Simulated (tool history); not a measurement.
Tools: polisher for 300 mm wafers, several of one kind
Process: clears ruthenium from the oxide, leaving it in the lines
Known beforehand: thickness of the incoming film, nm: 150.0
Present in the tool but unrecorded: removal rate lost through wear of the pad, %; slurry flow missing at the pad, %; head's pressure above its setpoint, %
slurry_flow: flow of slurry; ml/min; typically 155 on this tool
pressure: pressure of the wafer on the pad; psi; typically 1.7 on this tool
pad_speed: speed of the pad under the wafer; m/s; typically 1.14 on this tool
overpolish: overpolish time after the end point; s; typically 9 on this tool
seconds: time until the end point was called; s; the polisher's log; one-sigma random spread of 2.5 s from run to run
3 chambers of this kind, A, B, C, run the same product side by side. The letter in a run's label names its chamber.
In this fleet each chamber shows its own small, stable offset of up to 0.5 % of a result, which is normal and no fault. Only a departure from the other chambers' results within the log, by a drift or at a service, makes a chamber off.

run,hour,slurry_flow,pressure,pad_speed,overpolish,wafers polished on this pad,hours since the slurry nozzle was cleaned,hours since the head pressure was calibrated,seconds
1A,4.8,155,1.7,1.14,9,424,707.3,960,120.01
2C,10.8,155,1.7,1.14,9,1068,90.5,1174.8,124.51
# hour 17.6: chamber C: head pressure recalibrated
3B,18.3,155,1.7,1.14,9,908,124.1,108.7,126.87
4A,27.4,155,1.7,1.14,9,599,729.9,982.6,129.16
5C,33.7,155,2.1,1.14,9,1246,113.4,16.1,100.37
6B,39.8,155,2.1,1.14,9,1075,145.6,130.2,98.345
7C,48.7,155,2.1,1.14,9,1362,128.4,31.1,103.27
8A,54.9,155,1.7,1.14,9,812,757.4,1010.1,121.2
# hour 63: chamber C: worn pad replaced by a new one
9B,64.6,155,1.5,1.52,9,1267,170.4,155,103.58
10A,70.2,155,1.5,1.52,9,930,772.7,1025.4,107.54
# hour 77.8: chamber B: worn pad replaced by a new one
11B,80.4,155,1.5,1.52,9,20,186.2,170.8,105.5
12C,87.8,155,1.7,1.14,9,192,167.5,70.2,127
13B,96.8,155,1.7,1.14,9,147,202.6,187.2,127.31
14C,103.4,155,1.7,1.14,9,313,183.1,85.8,124.11
15A,109.1,155,1.7,1.14,9,1232,811.6,1064.3,125.92
16C,119.3,155,1.7,1.14,9,436,199,101.7,127.88
17A,124.8,155,1.7,1.14,9,1353,827.3,1080,124.53
18B,129.8,170,1.7,1.14,9,403,235.6,220.2,121.81
19A,140.1,170,1.7,1.14,9,1472,842.6,1095.3,122.18
20C,146.9,170,1.7,1.14,9,650,226.6,129.3,123.01
# hour 149.7: chamber A: head pressure recalibrated
# hour 151.3: chamber A: worn pad replaced by a new one
21B,152.6,155,1.7,1.14,9,580,258.4,243,126.01
22B,160.9,155,1.7,1.14,9,644,266.7,251.3,124.46
23A,165.7,155,1.7,1.14,9,111,868.2,16.1,128.93
24C,172.7,155,1.7,1.14,9,850,252.4,155.1,122.86
25B,181.5,155,1.7,1.14,9,803,287.3,271.9,121.33
# hour 184.4: chamber B: slurry nozzle cleaned
26A,187.3,155,1.7,1.14,9,279,889.8,37.7,121.97
# hour 192.3: chamber A: slurry nozzle cleaned
27C,195.5,155,1.7,1.14,9,1026,275.2,177.9,122.2
28B,201.3,155,1.7,1.14,9,957,16.9,291.7,124.01
29C,206,155,2.2,1,9,1108,285.7,188.4,112.07
30A,211.9,155,2.2,1,9,469,19.7,62.3,106.81
31B,220.1,155,2.2,1,9,1102,35.7,310.5,108
32C,229.6,155,1.7,1.14,9,1290,309.3,212,125.79
33A,238,155,1.7,1.14,9,671,45.8,88.4,122.93
34C,245.2,155,1.7,1.14,9,1411,324.9,227.6,125.29
# hour 250.4: chamber C: worn pad replaced by a new one
35A,253.6,155,1.7,1.14,9,792,61.4,104,126.42
# hour 254.6: chamber B: worn pad replaced by a new one
36B,263.4,155,1.7,1.14,9,68,79,353.8,129.31
37A,271.5,155,1.7,1.14,9,931,79.3,121.9,121.46
38C,280.9,155,1.7,1.14,9,236,360.6,263.3,124.2
39B,287.2,155,1.7,1.14,9,252,102.8,377.6,126.17
40A,295.7,155,1.7,1.14,9,1118,103.5,146.1,123.84
41C,304.9,155,1.7,1.14,9,422,384.6,287.3,126.09
42B,313.6,155,1.7,1.02,9,457,129.2,404,139.98
43C,320.3,155,1.7,1.02,9,541,400,302.7,135.91
44A,326.7,155,1.7,1.02,9,1358,134.5,177.1,139.79

Each of the 3 chambers runs these same settings next. Fill in every chamber's results:
45A,334.2,155,1.7,1.14,9,,,,?
45B,334.2,155,1.7,1.14,9,,,,?
45C,334.2,155,1.7,1.14,9,,,,?

run,seconds
45A,121.14
45B,126.51
45C,127.88
